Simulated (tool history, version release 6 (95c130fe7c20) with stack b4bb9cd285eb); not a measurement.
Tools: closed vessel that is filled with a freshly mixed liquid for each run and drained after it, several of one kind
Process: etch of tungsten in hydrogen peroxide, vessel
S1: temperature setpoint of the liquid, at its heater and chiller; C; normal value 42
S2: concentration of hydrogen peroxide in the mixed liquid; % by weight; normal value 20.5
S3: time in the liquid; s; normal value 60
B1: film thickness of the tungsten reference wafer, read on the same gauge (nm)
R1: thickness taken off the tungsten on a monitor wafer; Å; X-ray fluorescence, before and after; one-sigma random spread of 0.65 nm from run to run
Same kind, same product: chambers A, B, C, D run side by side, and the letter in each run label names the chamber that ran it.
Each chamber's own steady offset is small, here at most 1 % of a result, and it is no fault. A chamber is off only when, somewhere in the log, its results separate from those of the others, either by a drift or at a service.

{"run": "1B", "hour": 5.4, "S1": 42, "S2": 20.5, "S3": 60, "B1": 129.99, "R1": 921.03}
{"run": "2C", "hour": 9.4, "S1": 42, "S2": 20.5, "S3": 60, "B1": 129.99, "R1": 926.59}
{"run": "3D", "hour": 12.6, "S1": 42, "S2": 20.5, "S3": 60, "B1": 130, "R1": 931.81}
{"run": "4A", "hour": 17.8, "S1": 42, "S2": 20.5, "S3": 60, "B1": 129.99, "R1": 946.24}
{"run": "5B", "hour": 21.1, "S1": 42, "S2": 26, "S3": 60, "B1": 130.01, "R1": 1045.9}
{"run": "6A", "hour": 26.4, "S1": 42, "S2": 26, "S3": 60, "B1": 129.98, "R1": 1050.7}
{"run": "7C", "hour": 31.4, "S1": 42, "S2": 26, "S3": 60, "B1": 130.03, "R1": 1042.1}
{"run": "8D", "hour": 35.5, "S1": 42, "S2": 26, "S3": 60, "B1": 129.96, "R1": 1045.8}
{"run": "9A", "hour": 39.8, "S1": 42, "S2": 20.5, "S3": 60, "B1": 129.99, "R1": 925.85}
{"hour": 42.2, "done": "chamber A: peroxide flow meter replaced"}
{"run": "10B", "hour": 45.1, "S1": 42, "S2": 20.5, "S3": 60, "B1": 130.02, "R1": 927.42}
{"run": "11C", "hour": 47.8, "S1": 42, "S2": 20.5, "S3": 60, "B1": 129.99, "R1": 921.42}
{"run": "12D", "hour": 51.2, "S1": 42, "S2": 20.5, "S3": 75, "B1": 129.96, "R1": 1144.6}
{"run": "13C", "hour": 55.8, "S1": 42, "S2": 20.5, "S3": 75, "B1": 130.03, "R1": 1152.1}
{"run": "14B", "hour": 59.1, "S1": 42, "S2": 20.5, "S3": 75, "B1": 129.98, "R1": 1160.5}
{"run": "15A", "hour": 64.7, "S1": 42, "S2": 20.5, "S3": 75, "B1": 130.02, "R1": 1164.4}
{"hour": 65.2, "done": "chamber D: new drum of peroxide connected"}
{"run": "16D", "hour": 70.3, "S1": 42, "S2": 20.5, "S3": 60, "B1": 130.03, "R1": 915.58}
{"run": "17A", "hour": 73.7, "S1": 42, "S2": 20.5, "S3": 60, "B1": 129.99, "R1": 937.35}
{"hour": 74.3, "done": "chamber B: peroxide flow meter replaced"}
{"run": "18D", "hour": 78.2, "S1": 42, "S2": 20.5, "S3": 60, "B1": 130, "R1": 922.6}
{"run": "19B", "hour": 80.9, "S1": 42, "S2": 20.5, "S3": 60, "B1": 129.98, "R1": 941.42}
{"run": "20C", "hour": 84.2, "S1": 42, "S2": 20.5, "S3": 60, "B1": 129.99, "R1": 932.11}
{"run": "21C", "hour": 88.0, "S1": 42, "S2": 20.5, "S3": 60, "B1": 130, "R1": 933.68}
{"run": "22D", "hour": 91.6, "S1": 42, "S2": 20.5, "S3": 60, "B1": 130.03, "R1": 919.65}
{"run": "23B", "hour": 96.8, "S1": 42, "S2": 20.5, "S3": 60, "B1": 129.99, "R1": 922.85}
{"run": "24A", "hour": 101.6, "S1": 42, "S2": 20.5, "S3": 60, "B1": 130, "R1": 944.8}
{"run": "25C", "hour": 104.7, "S1": 42, "S2": 20.5, "S3": 60, "B1": 130, "R1": 928.12}
{"run": "26B", "hour": 110.2, "S1": 42, "S2": 20.5, "S3": 60, "B1": 130, "R1": 927.33}
{"hour": 112.7, "done": "chamber C: new drum of peroxide connected"}
{"run": "27D", "hour": 112.7, "S1": 42, "S2": 20.5, "S3": 60, "B1": 130.03, "R1": 930.59}
{"run": "28A", "hour": 116.6, "S1": 42, "S2": 20.5, "S3": 60, "B1": 130.01, "R1": 932.49}
{"run": "29D", "hour": 119.7, "S1": 42, "S2": 20.5, "S3": 60, "B1": 129.99, "R1": 918.12}
{"run": "30C", "hour": 122.6, "S1": 42, "S2": 20.5, "S3": 60, "B1": 130.01, "R1": 916.18}
{"run": "31B", "hour": 128.2, "S1": 42, "S2": 20.5, "S3": 60, "B1": 129.99, "R1": 917.12}
{"run": "32A", "hour": 132.6, "S1": 51, "S2": 20.5, "S3": 60, "B1": 130.01, "R1": 1640.9}
{"run": "33C", "hour": 138.0, "S1": 51, "S2": 20.5, "S3": 60, "B1": 129.99, "R1": 1647.2}
{"run": "34A", "hour": 140.8, "S1": 51, "S2": 20.5, "S3": 60, "B1": 130, "R1": 1643.3}
{"run": "35B", "hour": 146.2, "S1": 51, "S2": 20.5, "S3": 60, "B1": 130.02, "R1": 1625.4}
{"run": "36D", "hour": 150.4, "S1": 42, "S2": 20.5, "S3": 60, "B1": 130.03, "R1": 925.31}
{"run": "37D", "hour": 154.7, "S1": 42, "S2": 22.5, "S3": 90, "B1": 130.02, "R1": 1434.8}
{"hour": 157.3, "done": "chamber C: peroxide flow meter replaced"}
{"run": "38C", "hour": 158.0, "S1": 42, "S2": 22.5, "S3": 90, "B1": 130, "R1": 1456.4}
{"run": "39A", "hour": 162.3, "S1": 42, "S2": 22.5, "S3": 90, "B1": 129.99, "R1": 1470.4}
{"run": "40B", "hour": 165.5, "S1": 42, "S2": 22.5, "S3": 90, "B1": 129.99, "R1": 1453.8}
{"run": "41B", "hour": 169.6, "S1": 42, "S2": 20.5, "S3": 60, "B1": 130.01, "R1": 922.49}
{"run": "42A", "hour": 172.9, "S1": 42, "S2": 20.5, "S3": 60, "B1": 130.01, "R1": 935.44}
{"run": "43C", "hour": 177.6, "S1": 42, "S2": 20.5, "S3": 60, "B1": 130, "R1": 926.79}
{"run": "44D", "hour": 182.3, "S1": 42, "S2": 20.5, "S3": 60, "B1": 129.99, "R1": 924.46}

The same settings go to every chamber for the next run, one line per chamber below. Forecast the results for each:
{"run": "45A", "hour": 186.4, "S1": 42, "S2": 24.5, "S3": 60, "R1": "?"}
{"run": "45B", "hour": 186.4, "S1": 42, "S2": 24.5, "S3": 60, "R1": "?"}
{"run": "45C", "hour": 186.4, "S1": 42, "S2": 24.5, "S3": 60, "R1": "?"}
{"run": "45D", "hour": 186.4, "S1": 42, "S2": 24.5, "S3": 60, "R1": "?"}

run=45A R1=1013.2
run=45B R1=1005.4
run=45C R1=1017.9
run=45D R1=1010.1
